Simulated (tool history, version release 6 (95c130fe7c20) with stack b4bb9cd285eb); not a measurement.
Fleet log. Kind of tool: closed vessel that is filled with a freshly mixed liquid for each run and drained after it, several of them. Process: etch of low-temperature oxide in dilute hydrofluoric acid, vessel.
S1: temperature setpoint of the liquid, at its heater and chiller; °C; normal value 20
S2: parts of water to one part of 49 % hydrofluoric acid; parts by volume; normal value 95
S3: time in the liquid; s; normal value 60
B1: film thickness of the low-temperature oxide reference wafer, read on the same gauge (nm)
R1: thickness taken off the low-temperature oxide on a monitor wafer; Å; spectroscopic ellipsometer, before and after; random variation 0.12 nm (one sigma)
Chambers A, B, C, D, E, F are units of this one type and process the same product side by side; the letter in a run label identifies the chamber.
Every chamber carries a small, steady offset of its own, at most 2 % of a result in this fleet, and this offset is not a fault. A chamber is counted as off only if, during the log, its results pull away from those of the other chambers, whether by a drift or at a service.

{"run": "1A", "day": 0.312, "S1": 20, "S2": 95, "S3": 60, "B1": 70.017, "R1": 129.51}
{"run": "2D", "day": 0.742, "S1": 20, "S2": 95, "S3": 60, "B1": 70.003, "R1": 134.63}
{"run": "3B", "day": 1.129, "S1": 20, "S2": 95, "S3": 60, "B1": 70.024, "R1": 134.06}
{"run": "4F", "day": 1.525, "S1": 20, "S2": 95, "S3": 60, "B1": 70.003, "R1": 133.23}
{"run": "5E", "day": 1.908, "S1": 20, "S2": 50, "S3": 75, "B1": 70.001, "R1": 329.92}
{"run": "6C", "day": 2.304, "S1": 20, "S2": 50, "S3": 75, "B1": 70.012, "R1": 327.16}
{"run": "7D", "day": 2.604, "S1": 20, "S2": 50, "S3": 75, "B1": 70.006, "R1": 341.02}
{"run": "8A", "day": 2.879, "S1": 20, "S2": 50, "S3": 75, "B1": 70.01, "R1": 330.84}
{"run": "9C", "day": 3.221, "S1": 20, "S2": 50, "S3": 75, "B1": 70.014, "R1": 321.74}
{"run": "10B", "day": 3.425, "S1": 20, "S2": 50, "S3": 75, "B1": 70.014, "R1": 336.63}
{"run": "11E", "day": 3.625, "S1": 20, "S2": 95, "S3": 60, "B1": 70.035, "R1": 132.01}
{"run": "12F", "day": 3.812, "S1": 20, "S2": 95, "S3": 60, "B1": 69.982, "R1": 132.14}
{"run": "13D", "day": 4.204, "S1": 20, "S2": 95, "S3": 60, "B1": 69.972, "R1": 132.01}
{"run": "14C", "day": 4.446, "S1": 20, "S2": 95, "S3": 60, "B1": 69.985, "R1": 132.82}
{"run": "15A", "day": 4.675, "S1": 20, "S2": 95, "S3": 60, "B1": 70.016, "R1": 131.31}
{"run": "16E", "day": 5.088, "S1": 20, "S2": 95, "S3": 60, "B1": 69.996, "R1": 132.56}
{"run": "17B", "day": 5.5, "S1": 20, "S2": 95, "S3": 60, "B1": 70.011, "R1": 132.81}
{"run": "18F", "day": 5.8, "S1": 20, "S2": 95, "S3": 60, "B1": 70.005, "R1": 133.3}
{"run": "19F", "day": 6.008, "S1": 20, "S2": 95, "S3": 60, "B1": 70.0, "R1": 133.09}
{"run": "20C", "day": 6.417, "S1": 20, "S2": 95, "S3": 60, "B1": 69.995, "R1": 131.94}
{"run": "21A", "day": 6.738, "S1": 20, "S2": 95, "S3": 60, "B1": 70.0, "R1": 130.34}
{"run": "22D", "day": 6.962, "S1": 20, "S2": 95, "S3": 60, "B1": 70.007, "R1": 134.01}
{"run": "23E", "day": 7.371, "S1": 20, "S2": 95, "S3": 60, "B1": 69.991, "R1": 138.66}
{"run": "24B", "day": 7.596, "S1": 20, "S2": 95, "S3": 60, "B1": 70.011, "R1": 132.96}
{"day": 7.804, "done": "chamber D: thermometer replaced"}
{"run": "25C", "day": 7.838, "S1": 20, "S2": 95, "S3": 60, "B1": 70.007, "R1": 130.73}
{"run": "26D", "day": 8.204, "S1": 20, "S2": 95, "S3": 60, "B1": 69.997, "R1": 134.54}
{"run": "27A", "day": 8.567, "S1": 20, "S2": 95, "S3": 30, "B1": 69.984, "R1": 64.83}
{"run": "28E", "day": 8.933, "S1": 20, "S2": 95, "S3": 30, "B1": 69.997, "R1": 69.572}
{"run": "29F", "day": 9.133, "S1": 20, "S2": 95, "S3": 30, "B1": 70.0, "R1": 66.228}
{"day": 9.225, "done": "chamber C: thermometer replaced"}
{"run": "30B", "day": 9.546, "S1": 20, "S2": 95, "S3": 30, "B1": 69.996, "R1": 66.627}
{"run": "31E", "day": 9.8, "S1": 20, "S2": 95, "S3": 30, "B1": 70.01, "R1": 71.532}
{"run": "32B", "day": 10.058, "S1": 20, "S2": 95, "S3": 30, "B1": 69.998, "R1": 65.717}
{"run": "33D", "day": 10.288, "S1": 20, "S2": 95, "S3": 60, "B1": 70.026, "R1": 135.74}
{"run": "34C", "day": 10.492, "S1": 20, "S2": 95, "S3": 60, "B1": 70.009, "R1": 131.49}
{"run": "35F", "day": 10.729, "S1": 20, "S2": 95, "S3": 60, "B1": 70.01, "R1": 132.27}
{"run": "36A", "day": 11.038, "S1": 20, "S2": 95, "S3": 60, "B1": 69.994, "R1": 131.08}
{"run": "37E", "day": 11.233, "S1": 20, "S2": 95, "S3": 60, "B1": 70.007, "R1": 144.64}
{"run": "38C", "day": 11.433, "S1": 20, "S2": 95, "S3": 60, "B1": 69.996, "R1": 130.87}
{"run": "39B", "day": 11.633, "S1": 20, "S2": 95, "S3": 60, "B1": 70.007, "R1": 134.28}
{"run": "40D", "day": 12.058, "S1": 20, "S2": 145, "S3": 60, "B1": 69.999, "R1": 81.746}

What goes on in this fleet: one chamber off, a drifting gauge, or nothing beyond the chambers' own small offsets? Name the chamber and the cause, if any.

One chamber, E, drifts off from the rest bit by bit.
Most likely cause: liquid hotter than its thermometer reads (K) = 2.6.
The log might look much the same if the cause were instead: hydrofluoric acid flow above the setpoint (%).

Here are 4 candidates for chamber E's next run, each the usual settings with a change, their results left as question marks. Which one brings its results back in line with what the others give on the usual settings?
Counts as in line when no further than this from what the other chambers average on the usual settings: R1 4.300 Å
{"run": "41E-1", "day": 12.371, "S1": 23, "S2": 95, "S3": 60, "R1": "?"}
{"run": "41E-2", "day": 12.371, "S1": 20, "S2": 105, "S3": 60, "R1": "?"}
{"run": "41E-3", "day": 12.371, "S1": 20, "S2": 90, "S3": 60, "R1": "?"}
{"run": "41E-4", "day": 12.371, "S1": 20, "S2": 100, "S3": 60, "R1": "?"}

Average result of the remaining chambers running the usual settings: R1 132.190 Å
run=41E-1 R1=166.000
run=41E-2 R1=132.170
run=41E-3 R1=156.590
run=41E-4 R1=139.500
With 41E-2, the chamber falls back in line with the rest.
